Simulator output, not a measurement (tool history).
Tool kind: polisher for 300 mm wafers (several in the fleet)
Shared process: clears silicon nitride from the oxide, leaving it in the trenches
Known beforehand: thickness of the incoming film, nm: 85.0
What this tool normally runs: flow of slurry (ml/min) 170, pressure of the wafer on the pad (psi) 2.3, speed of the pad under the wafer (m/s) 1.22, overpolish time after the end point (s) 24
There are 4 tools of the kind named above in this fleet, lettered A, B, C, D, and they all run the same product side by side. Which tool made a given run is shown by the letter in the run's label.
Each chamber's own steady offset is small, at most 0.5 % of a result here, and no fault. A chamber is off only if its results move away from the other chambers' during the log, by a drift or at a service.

run   hour  flow of slurry (ml/min)  pressure of the wafer on the pad (psi)  speed of the pad under the wafer (m/s)  overpolish time after the end point (s)  time until the end point was called (s)
 1C    4.9                      170                                     2.3                                    1.22                                       24                                   91.708
 2D   15.3                      170                                     2.3                                    1.22                                       24                                   93.319
 3A   20.3                      170                                     2.3                                    1.22                                       24                                   93.167
      29.2  -- chamber B: worn pad replaced by a new one
 4B   30.1                      170                                     2.3                                    1.22                                       24                                   92.795
 5B   39.6                      145                                     2.9                                    1.22                                       24                                   76.358
 6A   47.1                      145                                     2.9                                    1.22                                       24                                   75.486
 7D   53.7                      145                                     2.9                                    1.22                                       24                                   75.529
 8C   62.4                      145                                     2.9                                    1.22                                       24                                   76.397
 9C   67.7                      170                                     2.3                                    1.22                                       24                                   92.093
10B   77.0                      170                                     2.3                                    1.22                                       24                                   92.077
      80.4  -- chamber C: worn pad replaced by a new one
11A   83.9                      170                                     2.3                                    0.94                                       13                                  121.870
      87.5  -- chamber A: worn pad replaced by a new one
12D   94.2                      170                                     2.3                                    0.94                                       13                                  120.500
13B  104.8                      170                                     2.3                                    0.94                                       13                                  120.410
14D  114.2                      170                                     2.3                                    0.94                                       13                                  121.490
15A  123.5                      170                                     2.3                                    1.22                                       24                                   95.225
16C  129.1                      170                                     2.3                                    1.22                                       24                                   92.854
17A  137.4                      170                                     2.3                                    1.22                                       24                                   93.637
18B  144.2                      170                                     2.3                                    1.22                                       24                                   93.769
     152.0  -- chamber C: head pressure recalibrated
19C  153.0                      170                                     2.3                                    1.22                                       24                                   92.519
20D  160.5                      170                                     2.3                                    1.22                                       24                                   93.045
     166.0  -- chamber D: slurry nozzle cleaned
21B  166.8                      170                                     2.3                                    1.22                                       24                                   90.936
     170.0  -- chamber D: head pressure recalibrated
22A  172.4                      170                                     2.3                                    1.22                                       24                                   97.690
23D  181.6                      170                                     2.3                                    1.22                                       24                                   92.286
24C  188.7                      170                                     2.3                                    1.22                                       24                                   93.116
25D  196.2                      170                                     2.3                                    1.22                                       24                                   93.907
26B  205.1                      170                                     2.3                                    1.22                                       24                                   93.862
     209.1  -- chamber B: head pressure recalibrated
27C  210.8                      170                                     2.3                                    1.22                                       24                                   92.636
28A  216.5                      170                                     2.3                                    1.22                                       24                                   99.708
29D  226.1                      170                                     2.3                                    1.22                                       24                                   93.584
     231.1  -- chamber D: worn pad replaced by a new one
30C  235.0                      170                                     2.3                                    1.22                                       24                                   93.425
31B  243.1                      170                                     2.3                                    1.22                                       24                                   91.659
32A  251.6                      170                                     2.3                                    1.22                                       24                                  100.590
33D  262.6                      170                                     2.3                                    1.22                                       24                                   92.294

Next, all 4 chambers run the settings below, one line each with question marks for the results. What does each chamber give?
34A  270.4                      170                                     2.3                                    1.22                                       24                                        ?
34B  270.4                      170                                     2.3                                    1.22                                       24                                        ?
34C  270.4                      170                                     2.3                                    1.22                                       24                                        ?
34D  270.4                      170                                     2.3                                    1.22                                       24                                        ?

run  time until the end point was called (s)
34A                                  100.950
34B                                   91.958
34C                                   93.016
34D                                   91.390

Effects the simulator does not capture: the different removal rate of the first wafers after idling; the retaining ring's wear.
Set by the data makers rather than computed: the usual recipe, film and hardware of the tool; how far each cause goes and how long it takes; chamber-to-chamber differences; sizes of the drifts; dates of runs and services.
